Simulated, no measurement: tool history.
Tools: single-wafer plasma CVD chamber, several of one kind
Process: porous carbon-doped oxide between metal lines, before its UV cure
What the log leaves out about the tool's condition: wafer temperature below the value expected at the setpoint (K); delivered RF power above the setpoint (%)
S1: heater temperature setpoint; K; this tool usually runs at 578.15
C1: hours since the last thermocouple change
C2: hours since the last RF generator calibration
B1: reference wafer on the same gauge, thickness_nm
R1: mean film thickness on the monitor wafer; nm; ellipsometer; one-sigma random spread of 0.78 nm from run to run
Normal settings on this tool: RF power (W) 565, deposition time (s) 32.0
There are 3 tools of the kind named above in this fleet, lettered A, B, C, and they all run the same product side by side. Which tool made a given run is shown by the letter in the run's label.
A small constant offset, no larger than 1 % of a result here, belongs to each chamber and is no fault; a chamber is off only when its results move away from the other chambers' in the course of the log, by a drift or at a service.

run 1A hour=12.2 | S1=578.15 RF_power_(W)=565 deposition_time_(s)=32.0 | C1=1379.7 C2=248.5 | B1=206.10 | R1=181.88
run 2B hour=24.8 | S1=578.15 RF_power_(W)=565 deposition_time_(s)=32.0 | C1=620.7 C2=1132.3 | B1=206.03 | R1=182.03
run 3C hour=31.4 | S1=578.15 RF_power_(W)=565 deposition_time_(s)=32.0 | C1=191.9 C2=1321.1 | B1=205.99 | R1=182.71
run 4C hour=42.6 | S1=578.15 RF_power_(W)=565 deposition_time_(s)=32.0 | C1=203.1 C2=1332.3 | B1=206.21 | R1=184.16
run 5A hour=50.5 | S1=578.15 RF_power_(W)=500 deposition_time_(s)=32.0 | C1=1418.0 C2=286.8 | B1=205.90 | R1=167.38
run 6B hour=59.1 | S1=578.15 RF_power_(W)=500 deposition_time_(s)=32.0 | C1=655.0 C2=1166.6 | B1=205.76 | R1=167.50
run 7B hour=69.9 | S1=578.15 RF_power_(W)=500 deposition_time_(s)=32.0 | C1=665.8 C2=1177.4 | B1=205.99 | R1=168.49
run 8A hour=80.2 | S1=568.15 RF_power_(W)=565 deposition_time_(s)=27.8 | C1=1447.7 C2=316.5 | B1=206.09 | R1=167.83
run 9C hour=90.5 | S1=568.15 RF_power_(W)=565 deposition_time_(s)=27.8 | C1=251.0 C2=1380.2 | B1=205.82 | R1=167.88
run 10B hour=102.3 | S1=568.15 RF_power_(W)=565 deposition_time_(s)=27.8 | C1=698.2 C2=1209.8 | B1=206.00 | R1=169.82
run 11A hour=114.5 | S1=578.15 RF_power_(W)=565 deposition_time_(s)=36.1 | C1=1482.0 C2=350.8 | B1=205.67 | R1=203.96
run 12C hour=123.2 | S1=578.15 RF_power_(W)=565 deposition_time_(s)=36.1 | C1=283.7 C2=1412.9 | B1=206.17 | R1=206.87
run 13A hour=130.3 | S1=578.15 RF_power_(W)=565 deposition_time_(s)=36.1 | C1=1497.8 C2=366.6 | B1=206.17 | R1=202.86
run 14B hour=140.2 | S1=578.15 RF_power_(W)=565 deposition_time_(s)=32.0 | C1=736.1 C2=1247.7 | B1=206.01 | R1=183.59
run 15C hour=150.1 | S1=578.15 RF_power_(W)=565 deposition_time_(s)=32.0 | C1=310.6 C2=1439.8 | B1=206.22 | R1=181.30
run 16B hour=158.6 | S1=578.15 RF_power_(W)=490 deposition_time_(s)=29.0 | C1=754.5 C2=1266.1 | B1=206.10 | R1=152.34
run 17C hour=164.4 | S1=578.15 RF_power_(W)=490 deposition_time_(s)=29.0 | C1=324.9 C2=1454.1 | B1=205.96 | R1=151.82
run 18A hour=172.2 | S1=578.15 RF_power_(W)=490 deposition_time_(s)=29.0 | C1=1539.7 C2=408.5 | B1=206.32 | R1=149.56
run 19A hour=182.1 | S1=569.15 RF_power_(W)=615 deposition_time_(s)=32.0 | C1=1549.6 C2=418.4 | B1=206.25 | R1=201.84
run 20C hour=190.9 | S1=569.15 RF_power_(W)=615 deposition_time_(s)=32.0 | C1=351.4 C2=1480.6 | B1=206.26 | R1=204.05
run 21B hour=200.7 | S1=569.15 RF_power_(W)=615 deposition_time_(s)=32.0 | C1=796.6 C2=1308.2 | B1=206.05 | R1=204.75
-- hour=205.1 chamber B: RF generator calibrated
run 22B hour=211.2 | S1=578.15 RF_power_(W)=565 deposition_time_(s)=32.0 | C1=807.1 C2=6.2 | B1=206.13 | R1=186.47
run 23A hour=216.9 | S1=578.15 RF_power_(W)=565 deposition_time_(s)=32.0 | C1=1584.4 C2=453.2 | B1=206.11 | R1=181.08
run 24C hour=225.5 | S1=578.15 RF_power_(W)=565 deposition_time_(s)=32.0 | C1=386.0 C2=1515.2 | B1=205.91 | R1=181.85
run 25A hour=231.3 | S1=578.15 RF_power_(W)=565 deposition_time_(s)=32.0 | C1=1598.8 C2=467.6 | B1=205.88 | R1=180.05
run 26B hour=243.5 | S1=578.15 RF_power_(W)=565 deposition_time_(s)=35.9 | C1=839.4 C2=38.5 | B1=206.06 | R1=207.15
run 27C hour=253.0 | S1=578.15 RF_power_(W)=565 deposition_time_(s)=35.9 | C1=413.5 C2=1542.7 | B1=206.06 | R1=206.58
run 28C hour=266.1 | S1=578.15 RF_power_(W)=565 deposition_time_(s)=35.9 | C1=426.6 C2=1555.8 | B1=206.09 | R1=205.55
run 29A hour=278.8 | S1=578.15 RF_power_(W)=565 deposition_time_(s)=32.0 | C1=1646.3 C2=515.1 | B1=205.98 | R1=182.30
run 30B hour=286.6 | S1=578.15 RF_power_(W)=565 deposition_time_(s)=32.0 | C1=882.5 C2=81.6 | B1=206.01 | R1=187.51
run 31C hour=298.0 | S1=578.15 RF_power_(W)=565 deposition_time_(s)=32.0 | C1=458.5 C2=1587.7 | B1=206.02 | R1=183.15
run 32B hour=307.6 | S1=578.15 RF_power_(W)=565 deposition_time_(s)=32.0 | C1=903.5 C2=102.6 | B1=206.16 | R1=186.61
run 33A hour=318.3 | S1=578.15 RF_power_(W)=565 deposition_time_(s)=32.0 | C1=1685.8 C2=554.6 | B1=206.28 | R1=181.66
run 34A hour=327.0 | S1=578.15 RF_power_(W)=565 deposition_time_(s)=32.0 | C1=1694.5 C2=563.3 | B1=206.14 | R1=182.39

Read the log: is a single chamber off, either drifting away or since a service, is the gauge that measures every chamber drifting, or is nothing wrong beyond small per-chamber offsets? Name any odd chamber and what most likely caused it.

Little by little, chamber B moves away from the other chambers.
What lies behind it: wafer temperature below the value expected at the setpoint (K) = 5.37.

Which of the 4 candidates below, each the usual settings with something changed and its results left as question marks, puts chamber B back in line with what the other chambers give on the usual settings?
A result is in line if it is within this distance of the other chambers' mean on the usual settings: R1 2.70 nm
run 35B-1 hour=336.4 | S1=578.15 RF_power_(W)=555 deposition_time_(s)=31.4 | R1=?
run 35B-2 hour=336.4 | S1=577.15 RF_power_(W)=570 deposition_time_(s)=32.6 | R1=?
run 35B-3 hour=336.4 | S1=588.15 RF_power_(W)=565 deposition_time_(s)=32.0 | R1=?
run 35B-4 hour=336.4 | S1=577.15 RF_power_(W)=580 deposition_time_(s)=33.1 | R1=?

The other chambers' mean on the usual settings: R1 182.08 nm
run=35B-1 R1=181.81
run=35B-2 R1=192.96
run=35B-3 R1=177.36
run=35B-4 R1=198.06
35B-1 is the one that brings the chamber's results back in line with the other chambers.

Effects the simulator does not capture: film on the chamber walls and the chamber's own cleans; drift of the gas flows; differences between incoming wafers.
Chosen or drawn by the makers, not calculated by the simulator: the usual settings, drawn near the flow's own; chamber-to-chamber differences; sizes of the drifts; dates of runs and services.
